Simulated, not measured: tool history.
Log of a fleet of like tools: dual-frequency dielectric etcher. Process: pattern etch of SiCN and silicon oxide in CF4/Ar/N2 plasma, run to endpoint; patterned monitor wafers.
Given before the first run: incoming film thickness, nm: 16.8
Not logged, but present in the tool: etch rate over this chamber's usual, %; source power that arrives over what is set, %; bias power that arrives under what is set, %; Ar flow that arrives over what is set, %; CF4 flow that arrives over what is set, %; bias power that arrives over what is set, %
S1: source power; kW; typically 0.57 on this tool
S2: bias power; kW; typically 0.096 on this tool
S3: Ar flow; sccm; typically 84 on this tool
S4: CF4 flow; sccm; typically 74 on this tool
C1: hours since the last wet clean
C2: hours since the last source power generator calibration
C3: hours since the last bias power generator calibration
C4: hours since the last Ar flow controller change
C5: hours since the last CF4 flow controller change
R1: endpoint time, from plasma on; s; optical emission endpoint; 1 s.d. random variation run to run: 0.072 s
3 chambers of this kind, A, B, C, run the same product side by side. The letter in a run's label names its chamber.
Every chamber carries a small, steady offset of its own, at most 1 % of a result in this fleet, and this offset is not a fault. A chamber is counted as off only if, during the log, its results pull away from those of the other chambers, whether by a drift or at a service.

Run 1C, day 0.412: usual settings; C1 141.8; C2 2161.5; C3 2125.4; C4 505.7; C5 1500.6. Result: R1 13.949 s.
Run 2B, day 0.821: usual settings; C1 131.7; C2 1749.7; C3 291.7; C4 2762; C5 3782.2. Result: R1 14.02 s.
Run 3A, day 1.208: usual settings; C1 594.7; C2 220.1; C3 345; C4 4124.5; C5 2113.9. Result: R1 13.833 s.
Run 4B, day 1.525: usual settings; C1 148.6; C2 1766.6; C3 308.6; C4 2778.9; C5 3799.1. Result: R1 13.945 s.
Run 5C, day 2.038: usual settings; C1 180.8; C2 2200.5; C3 2164.4; C4 544.7; C5 1539.6. Result: R1 13.978 s.
At day 2.342: chamber A: wet clean of the chamber.
Run 6A, day 2.467: usual settings but S3 64 sccm, S4 66 sccm; C1 3; C2 250.3; C3 375.2; C4 4154.7; C5 2144.1. Result: R1 13.645 s.
Run 7A, day 2.733: usual settings but S3 64 sccm, S4 66 sccm; C1 9.4; C2 256.7; C3 381.6; C4 4161.1; C5 2150.5. Result: R1 13.589 s.
At day 2.804: chamber A: CF4 flow controller replaced.
Run 8C, day 3.275: usual settings but S3 64 sccm, S4 66 sccm; C1 210.5; C2 2230.2; C3 2194.1; C4 574.4; C5 1569.3. Result: R1 13.55 s.
Run 9B, day 3.592: usual settings; C1 198.2; C2 1816.2; C3 358.2; C4 2828.5; C5 3848.7. Result: R1 14.146 s.
Run 10A, day 4.025: usual settings; C1 40.4; C2 287.7; C3 412.6; C4 4192.1; C5 29.4. Result: R1 13.943 s.
Run 11C, day 4.479: usual settings; C1 239.4; C2 2259.1; C3 2223; C4 603.3; C5 1598.2. Result: R1 13.933 s.
Run 12B, day 4.754: usual settings; C1 226.1; C2 1844.1; C3 386.1; C4 2856.4; C5 3876.6. Result: R1 14.047 s.
Run 13B, day 5.025: usual settings; C1 232.6; C2 1850.6; C3 392.6; C4 2862.9; C5 3883.1. Result: R1 14.161 s.
Run 14C, day 5.533: usual settings; C1 264.7; C2 2284.4; C3 2248.3; C4 628.6; C5 1623.5. Result: R1 13.913 s.
Run 15A, day 5.975: usual settings; C1 87.2; C2 334.5; C3 459.4; C4 4238.9; C5 76.2. Result: R1 13.929 s.
At day 6.183: chamber C: bias power generator calibrated.
Run 16A, day 6.404: usual settings; C1 97.5; C2 344.8; C3 469.7; C4 4249.2; C5 86.5. Result: R1 13.832 s.
Run 17C, day 6.871: usual settings; C1 296.8; C2 2316.5; C3 16.5; C4 660.7; C5 1655.6. Result: R1 13.902 s.
Run 18B, day 7.308: usual settings but S2 0.108 kW, S3 102 sccm; C1 287.4; C2 1905.4; C3 447.4; C4 2917.7; C5 3937.9. Result: R1 13.778 s.
Run 19A, day 7.567: usual settings but S2 0.108 kW, S3 102 sccm; C1 125.4; C2 372.7; C3 497.6; C4 4277.1; C5 114.4. Result: R1 13.749 s.
Run 20C, day 7.904: usual settings but S2 0.108 kW, S3 102 sccm; C1 321.6; C2 2341.3; C3 41.3; C4 685.5; C5 1680.4. Result: R1 13.708 s.
Run 21B, day 8.462: usual settings; C1 315.1; C2 1933.1; C3 475.1; C4 2945.4; C5 3965.6. Result: R1 14.051 s.
Run 22B, day 8.938: usual settings; C1 326.5; C2 1944.5; C3 486.5; C4 2956.8; C5 3977. Result: R1 14.023 s.
Run 23C, day 9.458: usual settings; C1 358.9; C2 2378.6; C3 78.6; C4 722.8; C5 1717.7. Result: R1 13.941 s.
Run 24A, day 9.921: usual settings; C1 181.9; C2 429.2; C3 554.1; C4 4333.6; C5 170.9. Result: R1 13.796 s.

The same settings go to every chamber for the next run, one line per chamber below. Forecast the results for each:
Run 25A, day 10.325: usual settings but S4 67 sccm. Result: R1 ?.
Run 25B, day 10.325: usual settings but S4 67 sccm. Result: R1 ?.
Run 25C, day 10.325: usual settings but S4 67 sccm. Result: R1 ?.

run      R1
25A  14.105
25B  14.228
25C  14.119
